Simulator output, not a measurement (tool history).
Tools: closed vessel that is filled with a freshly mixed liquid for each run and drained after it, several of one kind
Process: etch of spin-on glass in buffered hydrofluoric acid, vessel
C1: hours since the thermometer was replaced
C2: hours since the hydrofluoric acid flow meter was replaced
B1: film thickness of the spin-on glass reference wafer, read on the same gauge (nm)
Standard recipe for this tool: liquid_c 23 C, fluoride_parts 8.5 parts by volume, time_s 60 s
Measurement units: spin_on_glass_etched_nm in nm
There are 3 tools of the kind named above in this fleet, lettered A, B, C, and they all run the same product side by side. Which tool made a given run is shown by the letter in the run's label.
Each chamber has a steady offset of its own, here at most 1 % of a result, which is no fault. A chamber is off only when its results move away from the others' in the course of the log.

{"run": "1B", "hour": 6.6, "liquid_c": 23, "fluoride_parts": 8.5, "time_s": 60, "C1": 1840.3, "C2": 807.7, "B1": 109.99, "spin_on_glass_etched_nm": 183.38}
{"run": "2C", "hour": 17.4, "liquid_c": 23, "fluoride_parts": 8.5, "time_s": 60, "C1": 738.7, "C2": 331, "B1": 109.99, "spin_on_glass_etched_nm": 181.86}
{"run": "3A", "hour": 29.9, "liquid_c": 23, "fluoride_parts": 8.5, "time_s": 60, "C1": 1273.6, "C2": 459.7, "B1": 110, "spin_on_glass_etched_nm": 181.12}
{"run": "4B", "hour": 39.0, "liquid_c": 23, "fluoride_parts": 8.5, "time_s": 60, "C1": 1872.7, "C2": 840.1, "B1": 110, "spin_on_glass_etched_nm": 182.79}
{"run": "5A", "hour": 47.3, "liquid_c": 23, "fluoride_parts": 8.5, "time_s": 60, "C1": 1291, "C2": 477.1, "B1": 110.02, "spin_on_glass_etched_nm": 183.07}
{"run": "6C", "hour": 57.1, "liquid_c": 23, "fluoride_parts": 8.5, "time_s": 60, "C1": 778.4, "C2": 370.7, "B1": 110, "spin_on_glass_etched_nm": 182.86}
{"run": "7B", "hour": 62.7, "liquid_c": 23, "fluoride_parts": 5, "time_s": 50, "C1": 1896.4, "C2": 863.8, "B1": 110, "spin_on_glass_etched_nm": 248.58}
{"run": "8A", "hour": 75.4, "liquid_c": 23, "fluoride_parts": 5, "time_s": 50, "C1": 1319.1, "C2": 505.2, "B1": 110, "spin_on_glass_etched_nm": 245.78}
{"run": "9C", "hour": 85.0, "liquid_c": 23, "fluoride_parts": 5, "time_s": 50, "C1": 806.3, "C2": 398.6, "B1": 109.96, "spin_on_glass_etched_nm": 248.19}
{"run": "10C", "hour": 96.6, "liquid_c": 23, "fluoride_parts": 8.5, "time_s": 60, "C1": 817.9, "C2": 410.2, "B1": 110.01, "spin_on_glass_etched_nm": 181.48}
{"run": "11A", "hour": 104.7, "liquid_c": 23, "fluoride_parts": 8.5, "time_s": 60, "C1": 1348.4, "C2": 534.5, "B1": 109.98, "spin_on_glass_etched_nm": 181.46}
{"hour": 107.8, "done": "chamber B: hydrofluoric acid flow meter replaced"}
{"run": "12B", "hour": 111.3, "liquid_c": 23, "fluoride_parts": 8.5, "time_s": 60, "C1": 1945, "C2": 3.6, "B1": 109.97, "spin_on_glass_etched_nm": 181.36}
{"run": "13B", "hour": 119.0, "liquid_c": 23, "fluoride_parts": 8.5, "time_s": 60, "C1": 1952.7, "C2": 11.3, "B1": 109.96, "spin_on_glass_etched_nm": 182.43}
{"run": "14C", "hour": 125.6, "liquid_c": 23, "fluoride_parts": 8.5, "time_s": 60, "C1": 846.9, "C2": 439.2, "B1": 109.98, "spin_on_glass_etched_nm": 180.1}
{"run": "15A", "hour": 133.0, "liquid_c": 23, "fluoride_parts": 8.5, "time_s": 60, "C1": 1376.7, "C2": 562.8, "B1": 110, "spin_on_glass_etched_nm": 182.11}
{"run": "16B", "hour": 141.2, "liquid_c": 23, "fluoride_parts": 8.5, "time_s": 60, "C1": 1974.9, "C2": 33.5, "B1": 110.02, "spin_on_glass_etched_nm": 181.75}
{"run": "17C", "hour": 148.4, "liquid_c": 23, "fluoride_parts": 8.5, "time_s": 60, "C1": 869.7, "C2": 462, "B1": 109.97, "spin_on_glass_etched_nm": 179.35}
{"run": "18A", "hour": 158.4, "liquid_c": 23, "fluoride_parts": 7, "time_s": 60, "C1": 1402.1, "C2": 588.2, "B1": 109.97, "spin_on_glass_etched_nm": 221.62}
{"run": "19C", "hour": 165.6, "liquid_c": 23, "fluoride_parts": 7, "time_s": 60, "C1": 886.9, "C2": 479.2, "B1": 109.99, "spin_on_glass_etched_nm": 224.4}
{"run": "20B", "hour": 176.4, "liquid_c": 23, "fluoride_parts": 7, "time_s": 60, "C1": 2010.1, "C2": 68.7, "B1": 110, "spin_on_glass_etched_nm": 226.43}
{"run": "21A", "hour": 184.0, "liquid_c": 23, "fluoride_parts": 8.5, "time_s": 60, "C1": 1427.7, "C2": 613.8, "B1": 109.98, "spin_on_glass_etched_nm": 179.85}
{"run": "22B", "hour": 191.0, "liquid_c": 25.5, "fluoride_parts": 11, "time_s": 60, "C1": 2024.7, "C2": 83.3, "B1": 110.01, "spin_on_glass_etched_nm": 167.45}
{"run": "23C", "hour": 202.9, "liquid_c": 25.5, "fluoride_parts": 11, "time_s": 60, "C1": 924.2, "C2": 516.5, "B1": 109.99, "spin_on_glass_etched_nm": 166.71}
{"hour": 207.3, "done": "chamber B: thermometer replaced"}
{"run": "24A", "hour": 214.8, "liquid_c": 25.5, "fluoride_parts": 11, "time_s": 60, "C1": 1458.5, "C2": 644.6, "B1": 110, "spin_on_glass_etched_nm": 165.22}
{"run": "25C", "hour": 226.4, "liquid_c": 19, "fluoride_parts": 11.5, "time_s": 60, "C1": 947.7, "C2": 540, "B1": 109.98, "spin_on_glass_etched_nm": 112.25}
{"run": "26B", "hour": 233.6, "liquid_c": 19, "fluoride_parts": 11.5, "time_s": 60, "C1": 26.3, "C2": 125.9, "B1": 109.97, "spin_on_glass_etched_nm": 112.94}
{"hour": 237.9, "done": "chamber A: hydrofluoric acid flow meter replaced"}
{"run": "27A", "hour": 242.8, "liquid_c": 19, "fluoride_parts": 11.5, "time_s": 60, "C1": 1486.5, "C2": 4.9, "B1": 110.01, "spin_on_glass_etched_nm": 112.8}
{"run": "28B", "hour": 253.4, "liquid_c": 23, "fluoride_parts": 8.5, "time_s": 40, "C1": 46.1, "C2": 145.7, "B1": 109.97, "spin_on_glass_etched_nm": 121.9}
{"run": "29A", "hour": 261.3, "liquid_c": 23, "fluoride_parts": 8.5, "time_s": 40, "C1": 1505, "C2": 23.4, "B1": 110, "spin_on_glass_etched_nm": 120.23}

Next, every chamber runs the same settings. What will each give?
{"run": "30A", "hour": 270.7, "liquid_c": 23, "fluoride_parts": 5.5, "time_s": 60, "spin_on_glass_etched_nm": "?"}
{"run": "30B", "hour": 270.7, "liquid_c": 23, "fluoride_parts": 5.5, "time_s": 60, "spin_on_glass_etched_nm": "?"}
{"run": "30C", "hour": 270.7, "liquid_c": 23, "fluoride_parts": 5.5, "time_s": 60, "spin_on_glass_etched_nm": "?"}

run=30A spin_on_glass_etched_nm=272.12
run=30B spin_on_glass_etched_nm=281.47
run=30C spin_on_glass_etched_nm=275.33
